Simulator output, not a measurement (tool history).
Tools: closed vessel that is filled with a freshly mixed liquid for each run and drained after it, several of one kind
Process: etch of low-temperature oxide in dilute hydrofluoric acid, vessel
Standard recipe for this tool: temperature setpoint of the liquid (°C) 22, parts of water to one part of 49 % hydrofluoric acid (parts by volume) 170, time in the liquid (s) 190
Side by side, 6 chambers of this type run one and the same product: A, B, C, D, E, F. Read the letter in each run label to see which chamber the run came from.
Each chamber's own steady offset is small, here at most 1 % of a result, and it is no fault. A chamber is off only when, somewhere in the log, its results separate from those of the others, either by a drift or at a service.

run,day,temperature setpoint of the liquid (°C),parts of water to one part of 49 % hydrofluoric acid (parts by volume),time in the liquid (s),hours since the thermometer was replaced,hours since the hydrofluoric acid flow meter was replaced,"read-back film thickness of the low-temperature oxide reference wafer, read on the same gauge (nm)",thickness taken off the low-temperature oxide on a monitor wafer (Å)
1D,0.267,22,170,190,941.3,120,100,112.84
2E,0.662,22,170,190,1389.1,225.8,99.986,109.46
3C,1.062,22,170,190,229,370.9,100.02,110.62
4B,1.479,22,170,190,56.1,263.5,99.99,111.19
5A,1.75,22,170,190,2365.3,1040.7,100,109.26
6F,2.05,22,170,190,2786.8,1285,100,110.99
7D,2.512,22,170,190,995.2,173.9,99.996,111.82
8E,2.858,22,170,190,1441.8,278.5,100.02,110.82
9A,3.292,22,170,190,2402.3,1077.7,100.01,108.76
10F,3.796,22,170,190,2828.7,1326.9,99.99,111.89
11C,4.117,22,170,190,302.3,444.2,100.01,111.17
12B,4.433,22,170,190,127,334.4,99.995,112.87
13E,4.825,22,170,190,1489,325.7,100,111.11
14D,5.283,22,170,190,1061.7,240.4,100.01,110.2
15B,5.621,22,170,190,155.5,362.9,100.03,112.04
16C,5.871,22,170,190,344.4,486.3,99.999,112.03
17A,6.338,22,125,125,2475.4,1150.8,99.995,104.11
18F,6.729,22,125,125,2899.1,1397.3,100,105.44
19F,7.25,22,125,125,2911.6,1409.8,100.01,106.17
20A,7.662,22,125,125,2507.2,1182.6,100,103.94
21B,8.038,22,125,125,213.5,420.9,100,104.61
22C,8.342,22,125,125,403.7,545.6,100.02,104.74
23E,8.862,22,170,190,1585.9,422.6,100.01,111.83
24D,9.296,22,170,190,1158,336.7,99.997,107.76
25F,9.642,22,170,190,2969,1467.2,99.981,113.58
26B,9.917,22,170,190,258.6,466,100.01,112.21
27A,10.246,22,170,190,2569.2,1244.6,99.988,109.97
28D,10.554,22,170,190,1188.2,366.9,99.985,108.01
# day 10.579: chamber F: thermometer replaced
29C,10.862,22,170,190,464.2,606.1,99.997,112.62
30E,11.179,22,170,190,1641.5,478.2,99.989,109.9
31A,11.583,22,170,190,2601.3,1276.7,100,109.25
# day 11.596: chamber E: hydrofluoric acid flow meter replaced
32F,11.938,22,170,190,32.6,1522.3,100.01,112.15
33C,12.45,22,170,190,502.3,644.2,99.983,112.15
34B,12.904,22,170,190,330.3,537.7,100.01,111.04
35D,13.2,22,170,190,1251.7,430.4,99.995,105.21
36E,13.646,22,170,190,1700.7,49.2,100,110.82
# day 13.729: chamber A: thermometer replaced
37E,13.933,22,170,190,1707.6,56.1,99.996,111.26
38B,14.25,22,170,190,362.6,570,99.991,112
39D,14.8,22,170,190,1290.1,468.8,99.986,104.57
40F,15.117,22,170,190,108.9,1598.6,99.993,114.42
41C,15.667,22,170,190,579.5,721.4,100,112.14
42A,15.971,22,225,190,53.8,1382,99.976,78.75

The same settings go to every chamber for the next run, one line per chamber below. Forecast the results for each:
43A,16.383,22,170,190,,,,?
43B,16.383,22,170,190,,,,?
43C,16.383,22,170,190,,,,?
43D,16.383,22,170,190,,,,?
43E,16.383,22,170,190,,,,?
43F,16.383,22,170,190,,,,?

run,thickness taken off the low-temperature oxide on a monitor wafer (Å)
43A,110.96
43B,112.14
43C,111.08
43D,103.72
43E,110.23
43F,111.6
